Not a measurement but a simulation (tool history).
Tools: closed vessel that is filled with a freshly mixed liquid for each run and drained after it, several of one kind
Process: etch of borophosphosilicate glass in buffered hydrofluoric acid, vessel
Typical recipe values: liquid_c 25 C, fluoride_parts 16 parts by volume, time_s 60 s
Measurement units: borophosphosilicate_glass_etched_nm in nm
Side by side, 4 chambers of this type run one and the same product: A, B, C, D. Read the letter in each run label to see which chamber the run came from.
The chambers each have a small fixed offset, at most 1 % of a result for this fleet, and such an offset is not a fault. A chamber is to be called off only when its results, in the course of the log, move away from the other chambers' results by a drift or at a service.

run     day  liquid_c  fluoride_parts  time_s  hours since the thermometer was replaced  hours since the hydrofluoric acid flow meter was replaced  read-back film thickness of the borophosphosilicate glass reference wafer, read on the same gauge (nm)  borophosphosilicate_glass_etched_nm
 1C   0.483        25              16      60                                    1238.9                                                     1893.1                                                                                                  90.008                               99.184
      0.688  -- chamber C: hydrofluoric acid flow meter replaced
 2B   0.825        25              16      60                                     156.2                                                     1096.8                                                                                                  90.007                               97.012
 3D   1.233        25              16      60                                     532.6                                                        875                                                                                                  90.011                               97.765
 4A   1.608        25              16      60                                      1524                                                      186.2                                                                                                  89.997                               96.768
 5D   1.929        25              16      60                                     549.3                                                      891.7                                                                                                  89.992                               99.075
 6B   2.246        25              16      60                                     190.3                                                     1130.9                                                                                                  89.988                               97.975
 7A   2.679        25              21      60                                    1549.7                                                      211.9                                                                                                  90.012                               74.386
 8C   3.188        25              21      60                                    1303.8                                                       60.1                                                                                                  90.011                               75.819
 9C   3.521        25              21      60                                    1311.8                                                       68.1                                                                                                   90.02                               76.467
10D   3.792        25              21      60                                       594                                                      936.4                                                                                                  89.987                                76.66
11B   4.229        25              16      60                                     237.9                                                     1178.5                                                                                                  89.999                               99.243
12A   4.571        25              16      60                                    1595.1                                                      257.3                                                                                                   89.99                               96.611
13B   5.038        25              13      60                                     257.3                                                     1197.9                                                                                                  90.024                               118.53
14A   5.312        25              13      60                                    1612.9                                                      275.1                                                                                                   90.02                               120.13
15D   5.771        25              13      60                                     641.5                                                      983.9                                                                                                  89.992                               122.93
16C   6.333        25              13      60                                    1379.3                                                      135.6                                                                                                  89.986                               120.08
17A   6.792        25              16      60                                    1648.4                                                      310.6                                                                                                  90.028                               97.158
18D   7.233        25              16      60                                     676.6                                                       1019                                                                                                  90.016                               100.88
19C    7.65        25              16      60                                    1410.9                                                      167.2                                                                                                  89.979                               96.513
      7.746  -- chamber D: hydrofluoric acid flow meter replaced
20B   8.162        25              16      60                                     332.3                                                     1272.9                                                                                                  89.997                                97.15
21D   8.696        25              16      60                                     711.7                                                       22.9                                                                                                  89.994                               102.34
22A   9.129        25              16      60                                    1704.5                                                      366.7                                                                                                  90.004                               97.011
23B   9.458        25              16      60                                     363.4                                                       1304                                                                                                  89.998                               97.967
24C   9.812        25              16      60                                    1462.8                                                      219.1                                                                                                  89.981                               97.825
25D  10.233        25            11.5      60                                     748.6                                                       59.8                                                                                                  89.993                               141.64
26B  10.588        25            11.5      60                                     390.5                                                     1331.1                                                                                                  89.995                               134.72
27C  10.846        25            11.5      60                                    1487.6                                                      243.9                                                                                                  89.999                               137.74
28A  11.308        25            11.5      60                                    1756.8                                                        419                                                                                                  89.996                               134.37
29B   11.65        25              16      60                                       416                                                     1356.6                                                                                                  90.002                               97.299
30A  12.225        25              16      60                                    1778.8                                                        441                                                                                                  90.006                               98.284
31C  12.529        25              16      60                                      1528                                                      284.3                                                                                                      90                               98.283
32D  13.088        25              16      60                                     817.1                                                      128.3                                                                                                  90.005                               104.51
33B  13.567        25              16      60                                       462                                                     1402.6                                                                                                  89.975                               98.059
34C  14.042        25              16      60                                    1564.3                                                      320.6                                                                                                  89.976                               96.905
35A  14.475        25              16      60                                    1832.8                                                        495                                                                                                  89.993                               98.197
36D  14.908        25              16      60                                     860.8                                                        172                                                                                                  89.998                               105.68
37D  15.367        25              16      60                                     871.8                                                        183                                                                                                   89.99                               108.11
38B  15.896        25              22      60                                     517.9                                                     1458.5                                                                                                  89.993                               72.609

Next, every chamber runs the same settings. What will each give?
39A  16.308        25              19      60                                                                                                                                                                                                                                                 ?
39B  16.308        25              19      60                                                                                                                                                                                                                                                 ?
39C  16.308        25              19      60                                                                                                                                                                                                                                                 ?
39D  16.308        25              19      60                                                                                                                                                                                                                                                 ?

run  borophosphosilicate_glass_etched_nm
39A                               81.905
39B                               81.477
39C                               81.904
39D                               90.515

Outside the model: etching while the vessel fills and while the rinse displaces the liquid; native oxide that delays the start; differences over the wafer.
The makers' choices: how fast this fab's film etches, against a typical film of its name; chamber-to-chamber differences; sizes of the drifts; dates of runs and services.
